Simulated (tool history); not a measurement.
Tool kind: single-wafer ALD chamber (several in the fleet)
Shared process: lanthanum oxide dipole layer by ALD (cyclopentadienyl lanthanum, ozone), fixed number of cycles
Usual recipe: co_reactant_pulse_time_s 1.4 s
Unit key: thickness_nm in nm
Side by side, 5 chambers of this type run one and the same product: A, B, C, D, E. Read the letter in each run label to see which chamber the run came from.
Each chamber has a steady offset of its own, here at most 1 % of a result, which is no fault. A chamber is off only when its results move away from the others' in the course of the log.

run,hour,co_reactant_pulse_time_s,hours since the last thermocouple change,hours since the last ozone generator service,"read-back reference wafer on the same gauge, thickness_nm",thickness_nm
1D,3.1,1.4,1178,425.9,0.49888,0.54357
2C,6.2,1.4,1106,175.3,0.49888,0.54836
3A,9.5,1.4,289.4,181.8,0.49927,0.54196
4E,13.7,1.4,1728.1,43.8,0.49901,0.54386
5B,17.9,1.4,1367,766.2,0.49894,0.53913
6E,23.2,1.4,1737.6,53.3,0.49885,0.54541
7D,26.5,1.4,1201.4,449.3,0.49896,0.54535
8C,31.4,1.4,1131.2,200.5,0.49859,0.54301
# hour 31.8: chamber E: thermocouple changed; heater temperature recalibrated
9B,35.6,1.4,1384.7,783.9,0.49864,0.53992
10A,38.8,1.4,318.7,211.1,0.49934,0.54396
11C,44.1,1.4,1143.9,213.2,0.49915,0.54395
12E,47.6,1.4,15.8,77.7,0.49905,0.54178
13A,51.6,1.4,331.5,223.9,0.49892,0.53917
14D,55.2,1.4,1230.1,478,0.49883,0.54619
15B,59.4,1.4,1408.5,807.7,0.49893,0.5439
16B,64.9,1.4,1414,813.2,0.49907,0.54196
17E,67.7,1.73,35.9,97.8,0.49894,0.56318
18D,72.8,1.73,1247.7,495.6,0.49887,0.56133
19A,76,1.73,355.9,248.3,0.49919,0.55748
20C,82.1,1.73,1181.9,251.2,0.4993,0.55916
21A,87.3,1.73,367.2,259.6,0.49916,0.55302
22C,91.3,1.4,1191.1,260.4,0.49857,0.54626
23E,96.6,1.4,64.8,126.7,0.49914,0.5448
24B,100.1,1.4,1449.2,848.4,0.49881,0.54267
25D,105.9,1.4,1280.8,528.7,0.49905,0.54557
26E,111.7,1.4,79.9,141.8,0.49901,0.54367
27B,116.3,1.4,1465.4,864.6,0.49882,0.53709
28A,121,1.4,400.9,293.3,0.49939,0.53539
29D,126.9,1.4,1301.8,549.7,0.49855,0.54251
30C,131.6,1.86,1231.4,300.7,0.49901,0.56409
31D,135.9,1.86,1310.8,558.7,0.49882,0.56514
32C,139.6,1.86,1239.4,308.7,0.49845,0.56547
33B,145.7,1.86,1494.8,894,0.49914,0.56127
34A,151.3,1.86,431.2,323.6,0.49917,0.5593
35E,156.5,1.4,124.7,186.6,0.49895,0.54594
36E,160.8,1.4,129,190.9,0.49902,0.54291
37A,166.1,1.4,446,338.4,0.49921,0.52636
38B,170.6,1.4,1519.7,918.9,0.49902,0.53781

Decide between three cases: one chamber stands off from its peers, the gauge reading all wafers drifts, or nothing is wrong past each chamber's small offset. Where a chamber is off, say which and what most likely put it there.

One chamber, A, drifts off from the rest bit by bit.
Likeliest cause: ozone dose below that of a generator just serviced (%) = 12.2.

Chamber A could run next with any of the 4 candidate recipes listed below; each alters the usual settings, and their results appear as question marks. Which one brings its results back in line with what the other chambers deliver on the usual settings?
Counts as in line when no further than this from what the other chambers average on the usual settings: thickness_nm 0.0064 nm
39A-1,175.1,1.58,,,,?
39A-2,175.1,1.26,,,,?
39A-3,175.1,1.15,,,,?
39A-4,175.1,1.82,,,,?

Average result of the remaining chambers running the usual settings: thickness_nm 0.54339 nm
run,thickness_nm
39A-1,0.54063
39A-2,0.5134
39A-3,0.49989
39A-4,0.55303
With 39A-1, the chamber falls back in line with the rest.
